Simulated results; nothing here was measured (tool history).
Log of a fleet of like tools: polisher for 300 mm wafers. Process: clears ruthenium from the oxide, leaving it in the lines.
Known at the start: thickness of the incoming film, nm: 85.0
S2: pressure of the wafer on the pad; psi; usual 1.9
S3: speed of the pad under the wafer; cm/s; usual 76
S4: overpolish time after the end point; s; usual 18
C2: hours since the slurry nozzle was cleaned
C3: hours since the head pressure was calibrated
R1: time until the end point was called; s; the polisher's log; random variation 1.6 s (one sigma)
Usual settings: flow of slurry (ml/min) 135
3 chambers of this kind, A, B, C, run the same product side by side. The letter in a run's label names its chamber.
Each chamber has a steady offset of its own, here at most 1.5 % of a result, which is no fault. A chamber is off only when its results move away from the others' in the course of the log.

{"run": "1C", "hour": 9.5, "flow of slurry (ml/min)": 135, "S2": 1.9, "S3": 76, "S4": 18, "wafers polished on this pad": 509, "C2": 382.4, "C3": 323.9, "R1": 110.47}
{"run": "2A", "hour": 18.2, "flow of slurry (ml/min)": 135, "S2": 1.9, "S3": 76, "S4": 18, "wafers polished on this pad": 364, "C2": 79.9, "C3": 136.7, "R1": 109.26}
{"run": "3B", "hour": 25.4, "flow of slurry (ml/min)": 135, "S2": 1.9, "S3": 76, "S4": 18, "wafers polished on this pad": 764, "C2": 156.7, "C3": 856.8, "R1": 112.77}
{"run": "4B", "hour": 33.4, "flow of slurry (ml/min)": 135, "S2": 1.9, "S3": 76, "S4": 18, "wafers polished on this pad": 820, "C2": 164.7, "C3": 864.8, "R1": 112.52}
{"hour": 38.1, "done": "chamber B: worn pad replaced by a new one"}
{"run": "5C", "hour": 42.4, "flow of slurry (ml/min)": 135, "S2": 1.9, "S3": 76, "S4": 18, "wafers polished on this pad": 735, "C2": 415.3, "C3": 356.8, "R1": 113.45}
{"hour": 49.2, "done": "chamber C: slurry nozzle cleaned"}
{"run": "6A", "hour": 50.6, "flow of slurry (ml/min)": 135, "S2": 1.9, "S3": 76, "S4": 18, "wafers polished on this pad": 587, "C2": 112.3, "C3": 169.1, "R1": 111.25}
{"hour": 55.6, "done": "chamber A: worn pad replaced by a new one"}
{"run": "7A", "hour": 63.4, "flow of slurry (ml/min)": 135, "S2": 1.9, "S3": 76, "S4": 18, "wafers polished on this pad": 54, "C2": 125.1, "C3": 181.9, "R1": 108.51}
{"run": "8B", "hour": 74.6, "flow of slurry (ml/min)": 135, "S2": 1.9, "S3": 76, "S4": 18, "wafers polished on this pad": 251, "C2": 205.9, "C3": 906.0, "R1": 114.43}
{"run": "9C", "hour": 88.3, "flow of slurry (ml/min)": 135, "S2": 1.9, "S3": 76, "S4": 18, "wafers polished on this pad": 1051, "C2": 39.1, "C3": 402.7, "R1": 113.03}
{"run": "10A", "hour": 98.0, "flow of slurry (ml/min)": 170, "S2": 1.9, "S3": 56, "S4": 18, "wafers polished on this pad": 292, "C2": 159.7, "C3": 216.5, "R1": 142.36}
{"run": "11B", "hour": 107.1, "flow of slurry (ml/min)": 170, "S2": 1.9, "S3": 56, "S4": 18, "wafers polished on this pad": 475, "C2": 238.4, "C3": 938.5, "R1": 140.91}
{"run": "12C", "hour": 115.9, "flow of slurry (ml/min)": 170, "S2": 1.9, "S3": 56, "S4": 18, "wafers polished on this pad": 1241, "C2": 66.7, "C3": 430.3, "R1": 149.09}
{"run": "13A", "hour": 127.7, "flow of slurry (ml/min)": 135, "S2": 1.9, "S3": 76, "S4": 18, "wafers polished on this pad": 496, "C2": 189.4, "C3": 246.2, "R1": 108.42}
{"hour": 138.4, "done": "chamber A: worn pad replaced by a new one"}
{"run": "14C", "hour": 139.8, "flow of slurry (ml/min)": 135, "S2": 1.9, "S3": 76, "S4": 18, "wafers polished on this pad": 1406, "C2": 90.6, "C3": 454.2, "R1": 113.54}
{"hour": 143.5, "done": "chamber C: worn pad replaced by a new one"}
{"run": "15B", "hour": 148.3, "flow of slurry (ml/min)": 135, "S2": 1.9, "S3": 98, "S4": 8, "wafers polished on this pad": 758, "C2": 279.6, "C3": 979.7, "R1": 84.524}
{"hour": 153.2, "done": "chamber B: worn pad replaced by a new one"}
{"run": "16A", "hour": 156.6, "flow of slurry (ml/min)": 135, "S2": 1.9, "S3": 98, "S4": 8, "wafers polished on this pad": 125, "C2": 218.3, "C3": 275.1, "R1": 85.527}
{"run": "17B", "hour": 169.6, "flow of slurry (ml/min)": 135, "S2": 1.9, "S3": 98, "S4": 8, "wafers polished on this pad": 112, "C2": 300.9, "C3": 1001.0, "R1": 86.051}
{"run": "18C", "hour": 176.1, "flow of slurry (ml/min)": 135, "S2": 1.9, "S3": 76, "S4": 18, "wafers polished on this pad": 224, "C2": 126.9, "C3": 490.5, "R1": 113.45}
{"run": "19C", "hour": 189.4, "flow of slurry (ml/min)": 135, "S2": 1.9, "S3": 76, "S4": 13, "wafers polished on this pad": 316, "C2": 140.2, "C3": 503.8, "R1": 113.33}
{"run": "20B", "hour": 196.0, "flow of slurry (ml/min)": 135, "S2": 1.9, "S3": 76, "S4": 13, "wafers polished on this pad": 294, "C2": 327.3, "C3": 1027.4, "R1": 112.84}
{"run": "21A", "hour": 203.8, "flow of slurry (ml/min)": 135, "S2": 1.9, "S3": 76, "S4": 13, "wafers polished on this pad": 450, "C2": 265.5, "C3": 322.3, "R1": 109.34}
{"run": "22A", "hour": 216.6, "flow of slurry (ml/min)": 135, "S2": 1.9, "S3": 76, "S4": 18, "wafers polished on this pad": 538, "C2": 278.3, "C3": 335.1, "R1": 111.6}
{"hour": 220.1, "done": "chamber A: worn pad replaced by a new one"}
{"run": "23C", "hour": 229.4, "flow of slurry (ml/min)": 135, "S2": 1.9, "S3": 76, "S4": 18, "wafers polished on this pad": 591, "C2": 180.2, "C3": 543.8, "R1": 115.23}
{"run": "24B", "hour": 238.4, "flow of slurry (ml/min)": 135, "S2": 1.6, "S3": 52, "S4": 18, "wafers polished on this pad": 586, "C2": 369.7, "C3": 1069.8, "R1": 193.04}
{"run": "25C", "hour": 249.3, "flow of slurry (ml/min)": 135, "S2": 1.6, "S3": 52, "S4": 18, "wafers polished on this pad": 728, "C2": 200.1, "C3": 563.7, "R1": 196.1}
{"run": "26B", "hour": 263.2, "flow of slurry (ml/min)": 135, "S2": 1.6, "S3": 52, "S4": 18, "wafers polished on this pad": 757, "C2": 394.5, "C3": 1094.6, "R1": 193.63}
{"hour": 264.9, "done": "chamber B: worn pad replaced by a new one"}
{"run": "27A", "hour": 276.5, "flow of slurry (ml/min)": 135, "S2": 1.9, "S3": 76, "S4": 18, "wafers polished on this pad": 388, "C2": 338.2, "C3": 395.0, "R1": 110.0}
{"run": "28B", "hour": 289.5, "flow of slurry (ml/min)": 135, "S2": 1.9, "S3": 76, "S4": 18, "wafers polished on this pad": 169, "C2": 420.8, "C3": 1120.9, "R1": 109.68}
{"run": "29C", "hour": 299.3, "flow of slurry (ml/min)": 135, "S2": 1.9, "S3": 76, "S4": 18, "wafers polished on this pad": 1072, "C2": 250.1, "C3": 613.7, "R1": 111.88}
{"hour": 306.4, "done": "chamber A: worn pad replaced by a new one"}
{"run": "30A", "hour": 311.0, "flow of slurry (ml/min)": 135, "S2": 1.9, "S3": 76, "S4": 18, "wafers polished on this pad": 31, "C2": 372.7, "C3": 429.5, "R1": 110.32}

Is one chamber off against the others, does the gauge drift, or is nothing wrong? If a chamber is off, say which, and what the likeliest cause is.

No chamber stands off beyond its own small offset, and the gauge holds steady.
